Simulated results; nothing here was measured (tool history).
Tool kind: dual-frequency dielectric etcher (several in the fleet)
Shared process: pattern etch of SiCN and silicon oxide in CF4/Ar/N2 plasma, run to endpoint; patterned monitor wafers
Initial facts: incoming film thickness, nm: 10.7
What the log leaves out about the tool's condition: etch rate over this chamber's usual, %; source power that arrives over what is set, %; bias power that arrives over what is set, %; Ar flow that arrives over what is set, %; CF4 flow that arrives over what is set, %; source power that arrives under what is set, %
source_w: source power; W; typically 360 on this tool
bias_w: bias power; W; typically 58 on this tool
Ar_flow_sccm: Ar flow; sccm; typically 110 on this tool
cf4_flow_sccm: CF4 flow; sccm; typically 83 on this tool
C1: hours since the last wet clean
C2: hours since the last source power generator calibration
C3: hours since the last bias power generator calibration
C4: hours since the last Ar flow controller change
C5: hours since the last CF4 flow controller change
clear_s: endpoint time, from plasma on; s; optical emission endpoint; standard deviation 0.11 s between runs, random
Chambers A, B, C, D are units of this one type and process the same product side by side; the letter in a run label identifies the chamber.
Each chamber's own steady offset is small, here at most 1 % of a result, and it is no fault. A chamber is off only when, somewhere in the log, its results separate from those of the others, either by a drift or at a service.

{"run": "1D", "hour": 6.3, "source_w": 360, "bias_w": 58, "Ar_flow_sccm": 110, "cf4_flow_sccm": 83, "C1": 123.1, "C2": 678, "C3": 1880.3, "C4": 660.7, "C5": 5116.2, "clear_s": 15.95}
{"run": "2B", "hour": 14.7, "source_w": 360, "bias_w": 58, "Ar_flow_sccm": 110, "cf4_flow_sccm": 83, "C1": 283.6, "C2": 1026.3, "C3": 4129.6, "C4": 1618, "C5": 1172.1, "clear_s": 16.298}
{"run": "3A", "hour": 20.5, "source_w": 360, "bias_w": 58, "Ar_flow_sccm": 110, "cf4_flow_sccm": 83, "C1": 99.3, "C2": 1439, "C3": 186.3, "C4": 2348.1, "C5": 5027.5, "clear_s": 16.006}
{"run": "4C", "hour": 28.7, "source_w": 360, "bias_w": 58, "Ar_flow_sccm": 110, "cf4_flow_sccm": 83, "C1": 361.6, "C2": 1421.9, "C3": 2824.8, "C4": 456.4, "C5": 328.3, "clear_s": 16.258}
{"run": "5A", "hour": 35.5, "source_w": 360, "bias_w": 58, "Ar_flow_sccm": 110, "cf4_flow_sccm": 83, "C1": 114.3, "C2": 1454, "C3": 201.3, "C4": 2363.1, "C5": 5042.5, "clear_s": 16.395}
{"run": "6D", "hour": 44.4, "source_w": 360, "bias_w": 58, "Ar_flow_sccm": 110, "cf4_flow_sccm": 83, "C1": 161.2, "C2": 716.1, "C3": 1918.4, "C4": 698.8, "C5": 5154.3, "clear_s": 16.039}
{"run": "7B", "hour": 52.0, "source_w": 360, "bias_w": 58, "Ar_flow_sccm": 110, "cf4_flow_sccm": 83, "C1": 320.9, "C2": 1063.6, "C3": 4166.9, "C4": 1655.3, "C5": 1209.4, "clear_s": 16.121}
{"run": "8C", "hour": 57.8, "source_w": 360, "bias_w": 58, "Ar_flow_sccm": 110, "cf4_flow_sccm": 83, "C1": 390.7, "C2": 1451, "C3": 2853.9, "C4": 485.5, "C5": 357.4, "clear_s": 16.224}
{"hour": 59.7, "done": "chamber A: CF4 flow controller replaced"}
{"run": "9C", "hour": 66.4, "source_w": 360, "bias_w": 58, "Ar_flow_sccm": 110, "cf4_flow_sccm": 83, "C1": 399.3, "C2": 1459.6, "C3": 2862.5, "C4": 494.1, "C5": 366, "clear_s": 16.094}
{"run": "10D", "hour": 72.0, "source_w": 360, "bias_w": 58, "Ar_flow_sccm": 110, "cf4_flow_sccm": 83, "C1": 188.8, "C2": 743.7, "C3": 1946, "C4": 726.4, "C5": 5181.9, "clear_s": 16.055}
{"run": "11A", "hour": 80.9, "source_w": 360, "bias_w": 58, "Ar_flow_sccm": 110, "cf4_flow_sccm": 72, "C1": 159.7, "C2": 1499.4, "C3": 246.7, "C4": 2408.5, "C5": 21.2, "clear_s": 16.331}
{"hour": 83.1, "done": "chamber C: wet clean of the chamber"}
{"run": "12B", "hour": 89.2, "source_w": 360, "bias_w": 58, "Ar_flow_sccm": 110, "cf4_flow_sccm": 72, "C1": 358.1, "C2": 1100.8, "C3": 4204.1, "C4": 1692.5, "C5": 1246.6, "clear_s": 16.249}
{"run": "13B", "hour": 97.8, "source_w": 360, "bias_w": 58, "Ar_flow_sccm": 110, "cf4_flow_sccm": 72, "C1": 366.7, "C2": 1109.4, "C3": 4212.7, "C4": 1701.1, "C5": 1255.2, "clear_s": 16.258}
{"run": "14A", "hour": 105.6, "source_w": 360, "bias_w": 58, "Ar_flow_sccm": 110, "cf4_flow_sccm": 72, "C1": 184.4, "C2": 1524.1, "C3": 271.4, "C4": 2433.2, "C5": 45.9, "clear_s": 16.549}
{"run": "15D", "hour": 113.2, "source_w": 360, "bias_w": 58, "Ar_flow_sccm": 110, "cf4_flow_sccm": 83, "C1": 230, "C2": 784.9, "C3": 1987.2, "C4": 767.6, "C5": 5223.1, "clear_s": 16.05}
{"run": "16C", "hour": 118.5, "source_w": 360, "bias_w": 58, "Ar_flow_sccm": 110, "cf4_flow_sccm": 83, "C1": 35.4, "C2": 1511.7, "C3": 2914.6, "C4": 546.2, "C5": 418.1, "clear_s": 16.181}
{"run": "17D", "hour": 125.0, "source_w": 360, "bias_w": 58, "Ar_flow_sccm": 110, "cf4_flow_sccm": 83, "C1": 241.8, "C2": 796.7, "C3": 1999, "C4": 779.4, "C5": 5234.9, "clear_s": 15.957}
{"run": "18C", "hour": 130.9, "source_w": 360, "bias_w": 58, "Ar_flow_sccm": 110, "cf4_flow_sccm": 83, "C1": 47.8, "C2": 1524.1, "C3": 2927, "C4": 558.6, "C5": 430.5, "clear_s": 15.976}
{"run": "19A", "hour": 136.6, "source_w": 360, "bias_w": 58, "Ar_flow_sccm": 110, "cf4_flow_sccm": 83, "C1": 215.4, "C2": 1555.1, "C3": 302.4, "C4": 2464.2, "C5": 76.9, "clear_s": 16.348}
{"run": "20B", "hour": 141.0, "source_w": 360, "bias_w": 58, "Ar_flow_sccm": 89, "cf4_flow_sccm": 83, "C1": 409.9, "C2": 1152.6, "C3": 4255.9, "C4": 1744.3, "C5": 1298.4, "clear_s": 15.402}
{"run": "21A", "hour": 149.2, "source_w": 360, "bias_w": 58, "Ar_flow_sccm": 89, "cf4_flow_sccm": 83, "C1": 228, "C2": 1567.7, "C3": 315, "C4": 2476.8, "C5": 89.5, "clear_s": 15.748}
{"run": "22C", "hour": 153.9, "source_w": 360, "bias_w": 58, "Ar_flow_sccm": 89, "cf4_flow_sccm": 83, "C1": 70.8, "C2": 1547.1, "C3": 2950, "C4": 581.6, "C5": 453.5, "clear_s": 15.59}
{"run": "23B", "hour": 162.8, "source_w": 360, "bias_w": 58, "Ar_flow_sccm": 89, "cf4_flow_sccm": 83, "C1": 431.7, "C2": 1174.4, "C3": 4277.7, "C4": 1766.1, "C5": 1320.2, "clear_s": 15.659}
{"run": "24D", "hour": 168.6, "source_w": 360, "bias_w": 58, "Ar_flow_sccm": 110, "cf4_flow_sccm": 83, "C1": 285.4, "C2": 840.3, "C3": 2042.6, "C4": 823, "C5": 5278.5, "clear_s": 15.901}
{"hour": 174.1, "done": "chamber C: bias power generator calibrated"}
{"run": "25A", "hour": 177.6, "source_w": 360, "bias_w": 58, "Ar_flow_sccm": 110, "cf4_flow_sccm": 83, "C1": 256.4, "C2": 1596.1, "C3": 343.4, "C4": 2505.2, "C5": 117.9, "clear_s": 16.028}
{"run": "26B", "hour": 183.0, "source_w": 360, "bias_w": 58, "Ar_flow_sccm": 110, "cf4_flow_sccm": 83, "C1": 451.9, "C2": 1194.6, "C3": 4297.9, "C4": 1786.3, "C5": 1340.4, "clear_s": 15.926}
{"run": "27C", "hour": 187.3, "source_w": 280, "bias_w": 58, "Ar_flow_sccm": 110, "cf4_flow_sccm": 66, "C1": 104.2, "C2": 1580.5, "C3": 13.2, "C4": 615, "C5": 486.9, "clear_s": 21.001}
{"run": "28D", "hour": 194.3, "source_w": 280, "bias_w": 58, "Ar_flow_sccm": 110, "cf4_flow_sccm": 66, "C1": 311.1, "C2": 866, "C3": 2068.3, "C4": 848.7, "C5": 5304.2, "clear_s": 20.6}
{"run": "29B", "hour": 203.0, "source_w": 280, "bias_w": 58, "Ar_flow_sccm": 110, "cf4_flow_sccm": 66, "C1": 471.9, "C2": 1214.6, "C3": 4317.9, "C4": 1806.3, "C5": 1360.4, "clear_s": 20.578}
{"run": "30D", "hour": 211.8, "source_w": 280, "bias_w": 58, "Ar_flow_sccm": 110, "cf4_flow_sccm": 66, "C1": 328.6, "C2": 883.5, "C3": 2085.8, "C4": 866.2, "C5": 5321.7, "clear_s": 20.831}
{"run": "31A", "hour": 220.3, "source_w": 360, "bias_w": 58, "Ar_flow_sccm": 110, "cf4_flow_sccm": 83, "C1": 299.1, "C2": 1638.8, "C3": 386.1, "C4": 2547.9, "C5": 160.6, "clear_s": 16.154}
{"run": "32C", "hour": 224.9, "source_w": 360, "bias_w": 58, "Ar_flow_sccm": 110, "cf4_flow_sccm": 83, "C1": 141.8, "C2": 1618.1, "C3": 50.8, "C4": 652.6, "C5": 524.5, "clear_s": 16.183}
{"run": "33B", "hour": 230.0, "source_w": 360, "bias_w": 58, "Ar_flow_sccm": 110, "cf4_flow_sccm": 83, "C1": 498.9, "C2": 1241.6, "C3": 4344.9, "C4": 1833.3, "C5": 1387.4, "clear_s": 16.1}
{"run": "34A", "hour": 238.9, "source_w": 360, "bias_w": 58, "Ar_flow_sccm": 110, "cf4_flow_sccm": 83, "C1": 317.7, "C2": 1657.4, "C3": 404.7, "C4": 2566.5, "C5": 179.2, "clear_s": 16.389}
{"run": "35D", "hour": 247.7, "source_w": 360, "bias_w": 65, "Ar_flow_sccm": 110, "cf4_flow_sccm": 83, "C1": 364.5, "C2": 919.4, "C3": 2121.7, "C4": 902.1, "C5": 5357.6, "clear_s": 15.485}
{"run": "36C", "hour": 252.9, "source_w": 360, "bias_w": 65, "Ar_flow_sccm": 110, "cf4_flow_sccm": 83, "C1": 169.8, "C2": 1646.1, "C3": 78.8, "C4": 680.6, "C5": 552.5, "clear_s": 15.707}
{"run": "37D", "hour": 260.9, "source_w": 360, "bias_w": 65, "Ar_flow_sccm": 110, "cf4_flow_sccm": 83, "C1": 377.7, "C2": 932.6, "C3": 2134.9, "C4": 915.3, "C5": 5370.8, "clear_s": 15.35}
{"run": "38B", "hour": 266.9, "source_w": 360, "bias_w": 65, "Ar_flow_sccm": 110, "cf4_flow_sccm": 83, "C1": 535.8, "C2": 1278.5, "C3": 4381.8, "C4": 1870.2, "C5": 1424.3, "clear_s": 15.361}
{"run": "39C", "hour": 272.1, "source_w": 360, "bias_w": 58, "Ar_flow_sccm": 110, "cf4_flow_sccm": 83, "C1": 189, "C2": 1665.3, "C3": 98, "C4": 699.8, "C5": 571.7, "clear_s": 16.248}
{"run": "40A", "hour": 281.1, "source_w": 360, "bias_w": 58, "Ar_flow_sccm": 110, "cf4_flow_sccm": 83, "C1": 359.9, "C2": 1699.6, "C3": 446.9, "C4": 2608.7, "C5": 221.4, "clear_s": 16.1}

Does one chamber stand apart from the rest, does the shared gauge drift, or is all well apart from small per-chamber offsets? Give the chamber and the most likely cause, where there is one.

Beyond each chamber's small constant offset nothing stands out, and the gauge stays steady.

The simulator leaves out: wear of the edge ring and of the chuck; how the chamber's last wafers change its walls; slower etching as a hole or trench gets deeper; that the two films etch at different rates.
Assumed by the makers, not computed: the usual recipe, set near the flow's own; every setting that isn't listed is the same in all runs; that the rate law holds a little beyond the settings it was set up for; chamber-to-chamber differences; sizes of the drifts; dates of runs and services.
